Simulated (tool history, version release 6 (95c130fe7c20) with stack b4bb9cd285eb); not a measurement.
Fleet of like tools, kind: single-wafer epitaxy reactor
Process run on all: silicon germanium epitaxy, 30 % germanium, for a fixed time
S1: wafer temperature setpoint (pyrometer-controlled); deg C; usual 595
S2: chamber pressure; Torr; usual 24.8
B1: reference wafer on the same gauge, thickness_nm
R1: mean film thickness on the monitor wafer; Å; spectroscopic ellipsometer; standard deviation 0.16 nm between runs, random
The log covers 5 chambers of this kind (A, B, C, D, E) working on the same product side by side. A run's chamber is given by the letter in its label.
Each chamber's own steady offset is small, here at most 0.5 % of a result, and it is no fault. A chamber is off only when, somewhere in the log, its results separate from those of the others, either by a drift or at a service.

Run 1D, hour 8.4: usual settings; B1 54.518. Result: R1 587.31 Å.
Run 2B, hour 15.5: usual settings; B1 54.487. Result: R1 589.12 Å.
Run 3C, hour 23.8: usual settings; B1 54.456. Result: R1 588.21 Å.
Run 4A, hour 33.8: usual settings; B1 54.520. Result: R1 587.50 Å.
Run 5E, hour 42.4: usual settings; B1 54.489. Result: R1 587.50 Å.
Run 6E, hour 50.1: usual settings; B1 54.497. Result: R1 586.14 Å.
Run 7D, hour 58.9: usual settings; B1 54.534. Result: R1 589.09 Å.
Run 8B, hour 66.5: usual settings; B1 54.499. Result: R1 593.90 Å.
Run 9C, hour 73.4: usual settings; B1 54.484. Result: R1 582.93 Å.
Run 10A, hour 82.8: usual settings; B1 54.478. Result: R1 589.37 Å.
Run 11B, hour 88.3: usual settings; B1 54.498. Result: R1 588.76 Å.
Run 12D, hour 93.5: usual settings; B1 54.499. Result: R1 586.60 Å.
Run 13A, hour 99.1: usual settings; B1 54.486. Result: R1 589.66 Å.
Run 14C, hour 105.6: usual settings; B1 54.487. Result: R1 584.56 Å.
Run 15E, hour 112.1: usual settings; B1 54.507. Result: R1 589.42 Å.
Run 16C, hour 118.4: usual settings; B1 54.533. Result: R1 582.34 Å.
Run 17D, hour 128.0: usual settings; B1 54.491. Result: R1 587.51 Å.
Run 18E, hour 136.2: usual settings but S1 607 deg C; B1 54.485. Result: R1 736.97 Å.
Run 19A, hour 141.0: usual settings but S1 607 deg C; B1 54.485. Result: R1 730.80 Å.
Run 20B, hour 148.1: usual settings but S1 607 deg C; B1 54.518. Result: R1 729.62 Å.
At hour 151.5: chamber E: pyrometer calibrated.
Run 21E, hour 153.1: usual settings but S1 607 deg C; B1 54.494. Result: R1 717.45 Å.
Run 22B, hour 162.9: usual settings but S1 607 deg C; B1 54.482. Result: R1 729.03 Å.
Run 23A, hour 173.8: usual settings; B1 54.519. Result: R1 588.57 Å.
Run 24C, hour 181.9: usual settings; B1 54.464. Result: R1 580.71 Å.
At hour 183.5: chamber E: capacitance manometer re-zeroed and calibrated.
Run 25D, hour 188.2: usual settings but S1 582 deg C, S2 26.8 Torr; B1 54.510. Result: R1 472.46 Å.
Run 26A, hour 196.3: usual settings but S1 582 deg C, S2 26.8 Torr; B1 54.538. Result: R1 477.47 Å.
Run 27D, hour 201.9: usual settings but S1 582 deg C, S2 26.8 Torr; B1 54.498. Result: R1 473.73 Å.
Run 28E, hour 206.9: usual settings but S1 582 deg C, S2 26.8 Torr; B1 54.492. Result: R1 465.24 Å.
Run 29B, hour 214.2: usual settings but S1 582 deg C, S2 26.8 Torr; B1 54.495. Result: R1 480.01 Å.
Run 30C, hour 224.3: usual settings; B1 54.488. Result: R1 582.95 Å.
Run 31B, hour 230.9: usual settings; B1 54.510. Result: R1 589.70 Å.
Run 32E, hour 237.3: usual settings but S1 608 deg C; B1 54.509. Result: R1 728.91 Å.
Run 33D, hour 245.3: usual settings but S1 608 deg C; B1 54.477. Result: R1 741.98 Å.
Run 34A, hour 254.0: usual settings but S1 608 deg C; B1 54.522. Result: R1 746.59 Å.

Decide between three cases: one chamber stands off from its peers, the gauge reading all wafers drifts, or nothing is wrong past each chamber's small offset. Where a chamber is off, say which and what most likely put it there.

The work done on chamber E during a service left it standing apart from the others.
Most likely cause: wafer temperature below the value expected at the setpoint (K) = 1.12.

Which of the 4 candidates below, each the usual settings with something changed and its results left as question marks, puts chamber E back in line with what the other chambers give on the usual settings?
Counts as in line when no further than this from what the other chambers average on the usual settings: R1 5.80 Å
Run 35E-1, hour 261.8: usual settings but S2 22.6 Torr. Result: R1 ?.
Run 35E-2, hour 261.8: usual settings but S2 25.9 Torr. Result: R1 ?.
Run 35E-3, hour 261.8: usual settings but S2 27.0 Torr. Result: R1 ?.
Run 35E-4, hour 261.8: usual settings but S1 594 deg C, S2 24.7 Torr. Result: R1 ?.

The other chambers' mean on the usual settings: R1 587.38 Å
  run      R1
35E-1  555.71
35E-2  587.42
35E-3  597.43
35E-4  565.44
It is 35E-2 that realigns the chamber with its peers.
